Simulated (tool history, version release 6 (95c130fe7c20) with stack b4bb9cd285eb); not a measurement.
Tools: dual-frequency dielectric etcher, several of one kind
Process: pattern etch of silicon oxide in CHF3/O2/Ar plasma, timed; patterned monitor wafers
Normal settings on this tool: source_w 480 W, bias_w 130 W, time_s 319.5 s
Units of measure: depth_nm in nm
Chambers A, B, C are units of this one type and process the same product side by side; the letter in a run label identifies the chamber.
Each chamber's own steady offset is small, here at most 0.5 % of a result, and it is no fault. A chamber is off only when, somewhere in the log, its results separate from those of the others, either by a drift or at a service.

run,hour,source_w,bias_w,time_s,"read-back reference wafer on the same gauge, depth_nm",depth_nm
1A,10.5,480,130,319.5,496.95,520.99
2B,21.9,480,130,319.5,496.85,520.78
3C,32.7,480,130,319.5,496.67,521.07
4B,46.0,480,130,319.5,496.85,522.22
# hour 55.5: chamber A: bias power generator calibrated
5A,61.3,480,130,319.5,496.44,518.71
6C,69.5,480,130,319.5,496.66,521.73
7C,78.8,480,130,319.5,496.39,519.97
8A,89.2,480,130,319.5,496.29,517.74
9B,100.7,480,130,319.5,496.34,520.54
10B,107.5,480,130,319.5,496.38,520.11
11A,115.5,480,130,319.5,495.99,518.26
12C,128.0,480,130,319.5,496.14,518.16
13B,136.9,480,130,319.5,495.91,520.60
14C,146.1,480,130,319.5,495.72,520.10
15A,159.5,480,130,319.5,495.74,517.17
16B,166.3,480,130,319.5,495.99,519.97
17C,175.2,480,130,319.5,495.72,521.08
# hour 188.2: chamber A: wet clean of the chamber
18A,189.9,480,130,319.5,495.58,518.27
19C,198.9,480,130,319.5,495.79,519.33
# hour 199.7: chamber C: wet clean of the chamber
20A,208.4,480,130,319.5,495.62,517.56
21B,217.4,550,100,319.5,495.42,507.10
22B,224.3,550,100,319.5,495.36,504.72
23C,236.3,550,100,319.5,495.42,506.32
24A,249.4,480,130,319.5,495.14,518.16
25B,262.3,480,130,319.5,495.10,520.07
26C,275.9,480,130,319.5,494.98,519.20
27A,284.8,480,130,319.5,495.07,516.58
28A,297.3,480,130,319.5,494.74,517.86
29C,306.1,480,130,319.5,494.69,519.59
30B,313.4,550,103,319.5,494.52,508.33
31C,327.9,550,103,319.5,494.57,510.04
32A,339.4,550,103,319.5,494.47,505.88
33B,352.9,480,130,319.5,494.28,518.05
34B,365.2,480,130,319.5,494.51,519.05
35A,379.2,480,130,319.5,494.19,517.70
36C,392.8,480,158,286.5,494.16,495.99
# hour 405.2: chamber B: wet clean of the chamber
37C,405.7,480,158,286.5,494.13,493.69
38B,415.6,480,158,286.5,494.22,495.41
39A,425.8,480,130,319.5,493.66,516.23
40A,433.9,480,130,319.5,493.60,515.84
41B,446.9,480,130,398.0,494.05,645.57
42C,458.0,480,130,398.0,493.70,644.68
43B,473.5,480,130,398.0,493.66,644.29

Has any chamber moved away from the others, gradually or after a service, or does the common gauge drift, or do the chambers differ only by their own small steady offsets? State the chamber and the most likely cause if one applies.

It is the gauge, not a chamber: its drift shows up in every chamber's results at once, and no chamber is off.
Likeliest cause: gauge reads low (%) = 0.71.
